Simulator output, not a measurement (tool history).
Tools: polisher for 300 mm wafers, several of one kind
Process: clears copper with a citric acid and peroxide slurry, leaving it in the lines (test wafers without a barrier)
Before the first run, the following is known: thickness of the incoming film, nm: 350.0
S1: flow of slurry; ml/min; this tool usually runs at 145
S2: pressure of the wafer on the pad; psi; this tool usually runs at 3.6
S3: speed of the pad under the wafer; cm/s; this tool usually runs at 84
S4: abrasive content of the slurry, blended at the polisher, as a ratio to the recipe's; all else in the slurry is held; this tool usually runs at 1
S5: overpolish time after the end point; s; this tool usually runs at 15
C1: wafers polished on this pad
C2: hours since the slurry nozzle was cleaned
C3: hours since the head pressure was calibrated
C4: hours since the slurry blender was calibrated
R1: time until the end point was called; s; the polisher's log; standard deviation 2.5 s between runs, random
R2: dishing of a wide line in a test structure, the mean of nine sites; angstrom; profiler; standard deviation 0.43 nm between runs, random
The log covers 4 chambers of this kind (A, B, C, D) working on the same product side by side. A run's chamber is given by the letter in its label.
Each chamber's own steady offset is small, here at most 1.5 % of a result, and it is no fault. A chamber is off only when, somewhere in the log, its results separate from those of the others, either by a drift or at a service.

run   hour   S1   S2   S3  S4  S5    C1     C2     C3     C4      R1      R2
       0.2  -- chamber A: worn pad replaced by a new one
 1C    3.8  145  3.6   84   1  15   510  255.6  711.1   44.8  137.56  264.42
 2B    7.1  145  3.6   84   1  15  1212  244.4  201.8  102.8  139.56  266.23
 3A    9.6  145  3.6   84   1  15    96     84   97.9   53.6     137  263.37
 4D   15.4  145  3.6   84   1  15  1231  120.6  399.3   37.1  143.07  271.35
 5D   18.3  145  3.6   84   1  15  1261  123.5  402.2     40  135.53  261.39
 6B   21.5  145  3.6   84   1  15  1359  258.8  216.2  117.2  134.52   262.7
      25.2  -- chamber D: worn pad replaced by a new one
 7C   26.1   95  4.2   84   1  15   738  277.9  733.4   67.1  132.42  284.77
      27.3  -- chamber C: worn pad replaced by a new one
 8A   31.2   95  4.2   84   1  15   316  105.6  119.5   75.2  134.15  279.36
 9B   35.8   95  4.2   84   1  15  1505  273.1  230.5  131.5  131.39  279.04
      38.3  -- chamber B: worn pad replaced by a new one
10A   38.7   95  4.2   84   1  15   393  113.1    127   82.7  132.52  278.96
      39.1  -- chamber C: head pressure recalibrated
11D   41.6  195  4.4   84   1  15   168  146.8  425.5   63.3  107.37  335.55
12C   45.7  195  4.4   84   1  15   188  297.5    6.6   86.7  110.34  329.88
13D   50.1  195  4.4   84   1  15   255  155.3    434   71.8  108.05  337.56
14B   53.2  195  4.4   84   1  15   152  290.5  247.9  148.9  105.69  330.26
15A   56.3  145  3.6   84   1  15   572  130.7  144.6  100.3  137.33  259.59
        57  -- chamber A: slurry blender recalibrated
16C   59.3  145  3.6   84   1  15   326  311.1   20.2  100.3  141.22  261.05
17B   64.7  145  3.6   84   1  15   270    302  259.4  160.4  135.84  265.15
18A   67.4  145  3.6   84   1  15   686  141.8  155.7   10.5  137.53  266.02
19D   72.3  145  3.6   68   1  19   481  177.5  456.2     94   167.2  275.05
      72.7  -- chamber A: worn pad replaced by a new one
20C   77.8  145  3.6   68   1  19   515  329.6   38.7  118.8  173.42  269.43
21A   83.1  145  3.6   68   1  19   106  157.5  171.4   26.2  166.39  266.31
      86.6  -- chamber B: slurry nozzle cleaned
      87.4  -- chamber C: worn pad replaced by a new one
22B     89  145  3.6   68   1  19   518    2.5  283.7  184.7  172.47  276.89
23C   92.2  145  3.6  102   1   9    49    344   53.1  133.2  116.79  205.01
24D   97.9  145  3.6  102   1   9   742  203.1  481.8  119.6  110.83  200.75
25C  100.9  145  3.6  102   1   9   138  352.7   61.8  141.9  112.43  196.62
26A  105.1  145  3.6  102   1   9   330  179.5  193.4   48.2  113.14  203.46

For the next run the whole fleet of 4 chambers uses the same settings. Give each chamber's results:
27A  109.3  145  3.6  84   1  22                   ?   ?
27B  109.3  145  3.6  84   1  22                   ?   ?
27C  109.3  145  3.6  84   1  22                   ?   ?
27D  109.3  145  3.6  84   1  22                   ?   ?

run      R1      R2
27A  138.46  356.53
27B  132.25  370.98
27C  140.55  377.48
27D   136.2  364.28

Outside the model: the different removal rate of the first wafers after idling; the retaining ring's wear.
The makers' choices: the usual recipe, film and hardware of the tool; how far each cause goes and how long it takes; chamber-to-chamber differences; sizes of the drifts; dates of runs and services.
